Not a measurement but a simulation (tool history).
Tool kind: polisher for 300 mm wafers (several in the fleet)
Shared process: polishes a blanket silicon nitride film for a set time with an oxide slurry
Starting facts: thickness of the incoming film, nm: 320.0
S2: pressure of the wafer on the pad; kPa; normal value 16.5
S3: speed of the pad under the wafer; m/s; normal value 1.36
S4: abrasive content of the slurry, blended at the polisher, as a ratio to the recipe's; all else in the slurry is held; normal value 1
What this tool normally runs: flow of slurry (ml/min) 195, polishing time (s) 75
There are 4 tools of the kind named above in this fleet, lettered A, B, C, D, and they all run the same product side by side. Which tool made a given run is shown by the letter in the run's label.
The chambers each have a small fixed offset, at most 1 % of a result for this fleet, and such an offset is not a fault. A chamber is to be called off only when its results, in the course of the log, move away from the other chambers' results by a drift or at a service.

{"hour": 6.3, "done": "chamber A: worn pad replaced by a new one"}
{"run": "1C", "hour": 11.5, "flow of slurry (ml/min)": 195, "S2": 16.5, "S3": 1.36, "S4": 1, "polishing time (s)": 75, "film removed (Å)": 344.77}
{"run": "2D", "hour": 20.7, "flow of slurry (ml/min)": 195, "S2": 16.5, "S3": 1.36, "S4": 1, "polishing time (s)": 75, "film removed (Å)": 341.99}
{"hour": 22.5, "done": "chamber D: slurry blender recalibrated"}
{"hour": 28.8, "done": "chamber C: slurry blender recalibrated"}
{"run": "3B", "hour": 29.7, "flow of slurry (ml/min)": 195, "S2": 16.5, "S3": 1.36, "S4": 1, "polishing time (s)": 75, "film removed (Å)": 336.7}
{"hour": 29.9, "done": "chamber A: conditioning disc replaced and pad reconditioned"}
{"run": "4A", "hour": 42.2, "flow of slurry (ml/min)": 195, "S2": 16.5, "S3": 1.36, "S4": 1, "polishing time (s)": 75, "film removed (Å)": 339.79}
{"run": "5D", "hour": 51.4, "flow of slurry (ml/min)": 195, "S2": 16.5, "S3": 1.36, "S4": 1, "polishing time (s)": 75, "film removed (Å)": 341.88}
{"run": "6C", "hour": 61.7, "flow of slurry (ml/min)": 195, "S2": 16.5, "S3": 1.36, "S4": 1, "polishing time (s)": 75, "film removed (Å)": 344.72}
{"run": "7A", "hour": 73.6, "flow of slurry (ml/min)": 195, "S2": 16.5, "S3": 1.36, "S4": 1, "polishing time (s)": 75, "film removed (Å)": 340.61}
{"run": "8B", "hour": 87.3, "flow of slurry (ml/min)": 195, "S2": 16.5, "S3": 1.36, "S4": 1, "polishing time (s)": 75, "film removed (Å)": 336.7}
{"run": "9D", "hour": 98.1, "flow of slurry (ml/min)": 195, "S2": 16.5, "S3": 1.36, "S4": 1, "polishing time (s)": 75, "film removed (Å)": 340.39}
{"run": "10A", "hour": 107.7, "flow of slurry (ml/min)": 195, "S2": 16.5, "S3": 1.36, "S4": 1, "polishing time (s)": 75, "film removed (Å)": 341.59}
{"hour": 109.4, "done": "chamber B: slurry blender recalibrated"}
{"hour": 117.5, "done": "chamber C: worn pad replaced by a new one"}
{"run": "11B", "hour": 119.5, "flow of slurry (ml/min)": 195, "S2": 16.5, "S3": 1.36, "S4": 1, "polishing time (s)": 75, "film removed (Å)": 336.48}
{"run": "12C", "hour": 132.8, "flow of slurry (ml/min)": 195, "S2": 16.5, "S3": 1.36, "S4": 1, "polishing time (s)": 75, "film removed (Å)": 341.71}
{"hour": 132.9, "done": "chamber A: slurry blender recalibrated"}
{"hour": 135.9, "done": "chamber D: conditioning disc replaced and pad reconditioned"}
{"run": "13A", "hour": 140.2, "flow of slurry (ml/min)": 195, "S2": 16.5, "S3": 1.36, "S4": 1, "polishing time (s)": 75, "film removed (Å)": 341.54}
{"hour": 144.3, "done": "chamber A: head pressure recalibrated"}
{"hour": 149.4, "done": "chamber C: slurry nozzle cleaned"}
{"run": "14D", "hour": 149.6, "flow of slurry (ml/min)": 195, "S2": 15.2, "S3": 1.36, "S4": 1, "polishing time (s)": 75, "film removed (Å)": 309.6}
{"hour": 149.9, "done": "chamber A: conditioning disc replaced and pad reconditioned"}
{"run": "15B", "hour": 164.5, "flow of slurry (ml/min)": 195, "S2": 15.2, "S3": 1.36, "S4": 1, "polishing time (s)": 75, "film removed (Å)": 304.52}
{"hour": 164.7, "done": "chamber A: worn pad replaced by a new one"}
{"run": "16C", "hour": 176.1, "flow of slurry (ml/min)": 195, "S2": 15.2, "S3": 1.36, "S4": 1, "polishing time (s)": 75, "film removed (Å)": 312.62}
{"run": "17C", "hour": 183.7, "flow of slurry (ml/min)": 195, "S2": 15.2, "S3": 1.36, "S4": 1, "polishing time (s)": 75, "film removed (Å)": 313.81}
{"hour": 192.0, "done": "chamber D: worn pad replaced by a new one"}
{"run": "18A", "hour": 192.7, "flow of slurry (ml/min)": 195, "S2": 16.5, "S3": 1.36, "S4": 1, "polishing time (s)": 75, "film removed (Å)": 337.26}
{"hour": 203.4, "done": "chamber D: slurry nozzle cleaned"}
{"run": "19D", "hour": 206.0, "flow of slurry (ml/min)": 195, "S2": 16.5, "S3": 1.36, "S4": 1, "polishing time (s)": 75, "film removed (Å)": 340.73}
{"hour": 215.5, "done": "chamber A: slurry nozzle cleaned"}
{"run": "20B", "hour": 220.5, "flow of slurry (ml/min)": 195, "S2": 16.5, "S3": 1.36, "S4": 1, "polishing time (s)": 75, "film removed (Å)": 326.22}
{"run": "21A", "hour": 230.7, "flow of slurry (ml/min)": 195, "S2": 16.5, "S3": 1.36, "S4": 1, "polishing time (s)": 75, "film removed (Å)": 337.72}
{"run": "22B", "hour": 239.6, "flow of slurry (ml/min)": 195, "S2": 16.5, "S3": 1.36, "S4": 1, "polishing time (s)": 75, "film removed (Å)": 321.35}
{"run": "23C", "hour": 252.1, "flow of slurry (ml/min)": 195, "S2": 16.5, "S3": 1.36, "S4": 1, "polishing time (s)": 75, "film removed (Å)": 340.49}
{"hour": 264.8, "done": "chamber B: conditioning disc replaced and pad reconditioned"}
{"run": "24D", "hour": 267.6, "flow of slurry (ml/min)": 195, "S2": 16.5, "S3": 1.36, "S4": 1, "polishing time (s)": 75, "film removed (Å)": 340.88}
{"run": "25B", "hour": 276.5, "flow of slurry (ml/min)": 195, "S2": 16.5, "S3": 1.36, "S4": 1, "polishing time (s)": 75, "film removed (Å)": 319.59}
{"run": "26C", "hour": 291.7, "flow of slurry (ml/min)": 195, "S2": 16.5, "S3": 1.36, "S4": 1, "polishing time (s)": 75, "film removed (Å)": 343.05}

Does one chamber stand apart from the rest, does the shared gauge drift, or is all well apart from small per-chamber offsets? Give the chamber and the most likely cause, where there is one.

Chamber B drifts away from the others.
Cause: removal rate lost through wear of the pad, % = 6.54.
From this log alone, it may not be told apart from: slurry flow missing at the pad, %; head's pressure below its setpoint, %; abrasive missing from the slurry, %.

Below are 4 candidate recipes for chamber B's next run, each the usual settings with a change, their results shown as question marks. Which of them brings B's results back in line with what the other chambers give on the usual settings?
To be in line, a result may differ from the other chambers' mean on the usual settings by at most: film removed (Å) 7.20
{"run": "27B-1", "hour": 302.7, "flow of slurry (ml/min)": 200, "S2": 16.5, "S3": 1.46, "S4": 1.05, "polishing time (s)": 75, "film removed (Å)": "?"}
{"run": "27B-2", "hour": 302.7, "flow of slurry (ml/min)": 195, "S2": 17.2, "S3": 1.36, "S4": 1.0, "polishing time (s)": 75, "film removed (Å)": "?"}
{"run": "27B-3", "hour": 302.7, "flow of slurry (ml/min)": 195, "S2": 15.9, "S3": 1.36, "S4": 1.0, "polishing time (s)": 75, "film removed (Å)": "?"}
{"run": "27B-4", "hour": 302.7, "flow of slurry (ml/min)": 195, "S2": 15.9, "S3": 1.34, "S4": 1.0, "polishing time (s)": 73, "film removed (Å)": "?"}

Usual-settings mean across the other chambers: film removed (Å) 341.19
run=27B-1 film_removed_(Å)=343.79
run=27B-2 film_removed_(Å)=329.72
run=27B-3 film_removed_(Å)=303.37
run=27B-4 film_removed_(Å)=291.81
The right change is 27B-1: it brings the chamber back within the allowed miss of the others.

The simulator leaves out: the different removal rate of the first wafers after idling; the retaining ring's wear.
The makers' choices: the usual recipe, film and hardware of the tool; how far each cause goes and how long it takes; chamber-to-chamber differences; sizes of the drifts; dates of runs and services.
